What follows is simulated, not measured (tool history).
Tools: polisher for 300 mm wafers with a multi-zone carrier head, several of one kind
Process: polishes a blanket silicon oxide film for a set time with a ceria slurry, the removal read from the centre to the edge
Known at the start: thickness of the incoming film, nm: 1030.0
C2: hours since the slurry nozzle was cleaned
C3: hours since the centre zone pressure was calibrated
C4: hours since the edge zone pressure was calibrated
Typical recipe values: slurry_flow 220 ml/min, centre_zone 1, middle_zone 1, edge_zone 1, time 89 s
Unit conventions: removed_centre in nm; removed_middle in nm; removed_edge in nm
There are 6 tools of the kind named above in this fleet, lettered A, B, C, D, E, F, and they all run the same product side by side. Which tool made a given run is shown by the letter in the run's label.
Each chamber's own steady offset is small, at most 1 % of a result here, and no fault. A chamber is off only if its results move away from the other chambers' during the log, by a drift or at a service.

At hour 6.7: chamber D: slurry nozzle cleaned.
At hour 7.8: chamber F: edge zone pressure recalibrated.
Run 1E, hour 10.1: usual settings; wafers polished on this pad 508; C2 128.8; C3 339.6; C4 1205.7. Result: removed_centre 291.22 nm, removed_middle 290.14 nm, removed_edge 294.71 nm.
At hour 11.5: chamber B: slurry nozzle cleaned.
Run 2D, hour 22.9: usual settings; wafers polished on this pad 559; C2 16.2; C3 538.4; C4 1160.9. Result: removed_centre 294.71 nm, removed_middle 291.52 nm, removed_edge 294.19 nm.
At hour 25.8: chamber E: worn pad replaced by a new one.
Run 3C, hour 32.4: usual settings; wafers polished on this pad 264; C2 255.4; C3 88.3; C4 553.1. Result: removed_centre 289.72 nm, removed_middle 291.85 nm, removed_edge 293.27 nm.
At hour 36.4: chamber B: edge zone pressure recalibrated.
Run 4F, hour 42: usual settings; wafers polished on this pad 838; C2 341.5; C3 165.1; C4 34.2. Result: removed_centre 287.54 nm, removed_middle 289.5 nm, removed_edge 286.41 nm.
Run 5A, hour 56.4: usual settings but edge_zone 1.04, time 118 s; wafers polished on this pad 736; C2 386.3; C3 200.8; C4 112.3. Result: removed_centre 383.33 nm, removed_middle 383.26 nm, removed_edge 395.61 nm.
At hour 61: chamber F: worn pad replaced by a new one.
At hour 61.8: chamber D: worn pad replaced by a new one.
At hour 66.3: chamber E: centre zone pressure recalibrated.
Run 6B, hour 70.7: usual settings but edge_zone 1.04, time 118 s; wafers polished on this pad 1140; C2 59.3; C3 296.2; C4 34.4. Result: removed_centre 380.35 nm, removed_middle 388.23 nm, removed_edge 397.02 nm.
At hour 84.7: chamber F: slurry nozzle cleaned.
At hour 84.9: chamber A: worn pad replaced by a new one.
Run 7B, hour 85.6: usual settings but edge_zone 1.04, time 118 s; wafers polished on this pad 1252; C2 74.2; C3 311.1; C4 49.3. Result: removed_centre 393.2 nm, removed_middle 383.67 nm, removed_edge 394.86 nm.
At hour 91.1: chamber B: worn pad replaced by a new one.
Run 8F, hour 93.6: usual settings but edge_zone 1.04, time 118 s; wafers polished on this pad 245; C2 9; C3 216.7; C4 85.8. Result: removed_centre 395.71 nm, removed_middle 387.09 nm, removed_edge 402.3 nm.
At hour 107.7: chamber C: worn pad replaced by a new one.
Run 9D, hour 108.7: usual settings but edge_zone 1.04, time 118 s; wafers polished on this pad 351; C2 102; C3 624.2; C4 1246.7. Result: removed_centre 387.99 nm, removed_middle 392.59 nm, removed_edge 389.74 nm.
At hour 113.7: chamber B: centre zone pressure recalibrated.
At hour 115.9: chamber E: worn pad replaced by a new one.
Run 10E, hour 120.3: usual settings but edge_zone 1.04, time 118 s; wafers polished on this pad 33; C2 239; C3 54.1; C4 1315.9. Result: removed_centre 389.43 nm, removed_middle 391.38 nm, removed_edge 386.95 nm.
Run 11A, hour 133.3: usual settings but time 116 s; wafers polished on this pad 363; C2 463.2; C3 277.7; C4 189.2. Result: removed_centre 379.14 nm, removed_middle 381.68 nm, removed_edge 382.09 nm.
Run 12C, hour 146.8: usual settings but time 116 s; wafers polished on this pad 293; C2 369.8; C3 202.7; C4 667.5. Result: removed_centre 378.85 nm, removed_middle 383.95 nm, removed_edge 378.45 nm.
Run 13E, hour 156.3: usual settings but time 116 s; wafers polished on this pad 303; C2 275; C3 90.1; C4 1351.9. Result: removed_centre 377.45 nm, removed_middle 388.03 nm, removed_edge 379.11 nm.
Run 14B, hour 167.2: usual settings but time 116 s; wafers polished on this pad 571; C2 155.8; C3 53.6; C4 130.9. Result: removed_centre 374.12 nm, removed_middle 381.07 nm, removed_edge 373.58 nm.
At hour 169.7: chamber D: worn pad replaced by a new one.
Run 15F, hour 175.9: usual settings but time 116 s; wafers polished on this pad 862; C2 91.3; C3 299; C4 168.1. Result: removed_centre 382.85 nm, removed_middle 387.4 nm, removed_edge 386.84 nm.
At hour 185.2: chamber C: slurry nozzle cleaned.
At hour 187.4: chamber F: worn pad replaced by a new one.
Run 16C, hour 189.2: usual settings but time 116 s; wafers polished on this pad 611; C2 4; C3 245.1; C4 709.9. Result: removed_centre 378.64 nm, removed_middle 380.45 nm, removed_edge 384.41 nm.
At hour 201.5: chamber A: worn pad replaced by a new one.
Run 17A, hour 203: usual settings; wafers polished on this pad 11; C2 532.9; C3 347.4; C4 258.9. Result: removed_centre 295.98 nm, removed_middle 293.35 nm, removed_edge 296.71 nm.
Run 18D, hour 217: usual settings but time 117 s; wafers polished on this pad 355; C2 210.3; C3 732.5; C4 1355. Result: removed_centre 389.12 nm, removed_middle 387.33 nm, removed_edge 380.47 nm.
At hour 219.7: chamber C: worn pad replaced by a new one.
At hour 220.1: chamber E: worn pad replaced by a new one.
Run 19C, hour 226.2: usual settings but time 117 s; wafers polished on this pad 48; C2 41; C3 282.1; C4 746.9. Result: removed_centre 381.32 nm, removed_middle 382.52 nm, removed_edge 389.24 nm.
Run 20A, hour 236: usual settings but time 117 s; wafers polished on this pad 258; C2 565.9; C3 380.4; C4 291.9. Result: removed_centre 378.04 nm, removed_middle 386.32 nm, removed_edge 394.08 nm.
Run 21F, hour 252: usual settings but time 117 s; wafers polished on this pad 484; C2 167.4; C3 375.1; C4 244.2. Result: removed_centre 382.78 nm, removed_middle 380.22 nm, removed_edge 379.87 nm.
Run 22E, hour 261: usual settings but time 117 s; wafers polished on this pad 306; C2 379.7; C3 194.8; C4 1456.6. Result: removed_centre 386.41 nm, removed_middle 392.83 nm, removed_edge 388.1 nm.
Run 23B, hour 273.8: usual settings but time 117 s; wafers polished on this pad 1370; C2 262.4; C3 160.2; C4 237.5. Result: removed_centre 378.8 nm, removed_middle 385.83 nm, removed_edge 380.6 nm.
At hour 281.2: chamber D: worn pad replaced by a new one.
At hour 286.6: chamber B: worn pad replaced by a new one.
Run 24D, hour 288.2: usual settings; wafers polished on this pad 52; C2 281.5; C3 803.7; C4 1426.2. Result: removed_centre 292.12 nm, removed_middle 287.74 nm, removed_edge 288.56 nm.
Run 25D, hour 298.5: usual settings; wafers polished on this pad 129; C2 291.8; C3 814; C4 1436.5. Result: removed_centre 297.99 nm, removed_middle 297.58 nm, removed_edge 290.59 nm.
At hour 298.6: chamber E: worn pad replaced by a new one.
At hour 301.6: chamber D: centre zone pressure recalibrated.
Run 26C, hour 305.8: usual settings; wafers polished on this pad 645; C2 120.6; C3 361.7; C4 826.5. Result: removed_centre 293.59 nm, removed_middle 288.05 nm, removed_edge 286.86 nm.
Run 27A, hour 319.4: usual settings; wafers polished on this pad 883; C2 649.3; C3 463.8; C4 375.3. Result: removed_centre 294.03 nm, removed_middle 286.94 nm, removed_edge 284.01 nm.
At hour 320.4: chamber C: edge zone pressure recalibrated.
At hour 324.1: chamber A: worn pad replaced by a new one.
Run 28F, hour 332.8: usual settings; wafers polished on this pad 1090; C2 248.2; C3 455.9; C4 325. Result: removed_centre 289.44 nm, removed_middle 295.7 nm, removed_edge 292.85 nm.
At hour 335.1: chamber C: worn pad replaced by a new one.
At hour 336.6: chamber F: worn pad replaced by a new one.
At hour 339.7: chamber B: slurry nozzle cleaned.
Run 29B, hour 344.7: usual settings; wafers polished on this pad 436; C2 5; C3 231.1; C4 308.4. Result: removed_centre 291.76 nm, removed_middle 291.36 nm, removed_edge 298.24 nm.
Run 30E, hour 352.5: usual settings; wafers polished on this pad 404; C2 471.2; C3 286.3; C4 1548.1. Result: removed_centre 296.9 nm, removed_middle 294.57 nm, removed_edge 290.93 nm.
Run 31D, hour 360.3: usual settings; wafers polished on this pad 593; C2 353.6; C3 58.7; C4 1498.3. Result: removed_centre 295.35 nm, removed_middle 291.92 nm, removed_edge 291.72 nm.
At hour 372.9: chamber A: centre zone pressure recalibrated.
Run 32E, hour 375.9: usual settings; wafers polished on this pad 579; C2 494.6; C3 309.7; C4 1571.5. Result: removed_centre 293.83 nm, removed_middle 295.46 nm, removed_edge 286.48 nm.
Run 33F, hour 386.5: usual settings; wafers polished on this pad 374; C2 301.9; C3 509.6; C4 378.7. Result: removed_centre 289.2 nm, removed_middle 294.32 nm, removed_edge 284.09 nm.
Run 34A, hour 399.4: usual settings; wafers polished on this pad 565; C2 729.3; C3 26.5; C4 455.3. Result: removed_centre 292.83 nm, removed_middle 294.63 nm, removed_edge 294.78 nm.
Run 35B, hour 409.4: usual settings; wafers polished on this pad 921; C2 69.7; C3 295.8; C4 373.1. Result: removed_centre 288.19 nm, removed_middle 293.76 nm, removed_edge 283.91 nm.
At hour 421.3: chamber F: slurry nozzle cleaned.
Run 36C, hour 422.6: usual settings but slurry_flow 290 ml/min, centre_zone 1.1; wafers polished on this pad 656; C2 237.4; C3 478.5; C4 102.2. Result: removed_centre 334.21 nm, removed_middle 302.28 nm, removed_edge 292.12 nm.
Run 37F, hour 434.6: usual settings but slurry_flow 290 ml/min, centre_zone 1.1; wafers polished on this pad 734; C2 13.3; C3 557.7; C4 426.8. Result: removed_centre 336.51 nm, removed_middle 308.97 nm, removed_edge 301.91 nm.
Run 38A, hour 442.7: usual settings but slurry_flow 290 ml/min, centre_zone 1.1; wafers polished on this pad 889; C2 772.6; C3 69.8; C4 498.6. Result: removed_centre 332.78 nm, removed_middle 301.91 nm, removed_edge 301.23 nm.
At hour 445.5: chamber B: centre zone pressure recalibrated.
Run 39B, hour 455.2: usual settings but slurry_flow 290 ml/min, centre_zone 1.1; wafers polished on this pad 1264; C2 115.5; C3 9.8; C4 418.9. Result: removed_centre 341.28 nm, removed_middle 300.88 nm, removed_edge 298.46 nm.

Predict what each chamber gives when all 6 of them run the settings below next.
Run 40A, hour 466.8: usual settings. Result: removed_centre ?, removed_middle ?, removed_edge ?.
Run 40B, hour 466.8: usual settings. Result: removed_centre ?, removed_middle ?, removed_edge ?.
Run 40C, hour 466.8: usual settings. Result: removed_centre ?, removed_middle ?, removed_edge ?.
Run 40D, hour 466.8: usual settings. Result: removed_centre ?, removed_middle ?, removed_edge ?.
Run 40E, hour 466.8: usual settings. Result: removed_centre ?, removed_middle ?, removed_edge ?.
Run 40F, hour 466.8: usual settings. Result: removed_centre ?, removed_middle ?, removed_edge ?.

run  removed_centre  removed_middle  removed_edge
40A          292.79          292.63        286.32
40B          286.89          291.55        291.02
40C           287.5          286.42           284
40D           292.2          293.94           286
40E          292.17          295.24        294.11
40F          294.02          292.43        292.52

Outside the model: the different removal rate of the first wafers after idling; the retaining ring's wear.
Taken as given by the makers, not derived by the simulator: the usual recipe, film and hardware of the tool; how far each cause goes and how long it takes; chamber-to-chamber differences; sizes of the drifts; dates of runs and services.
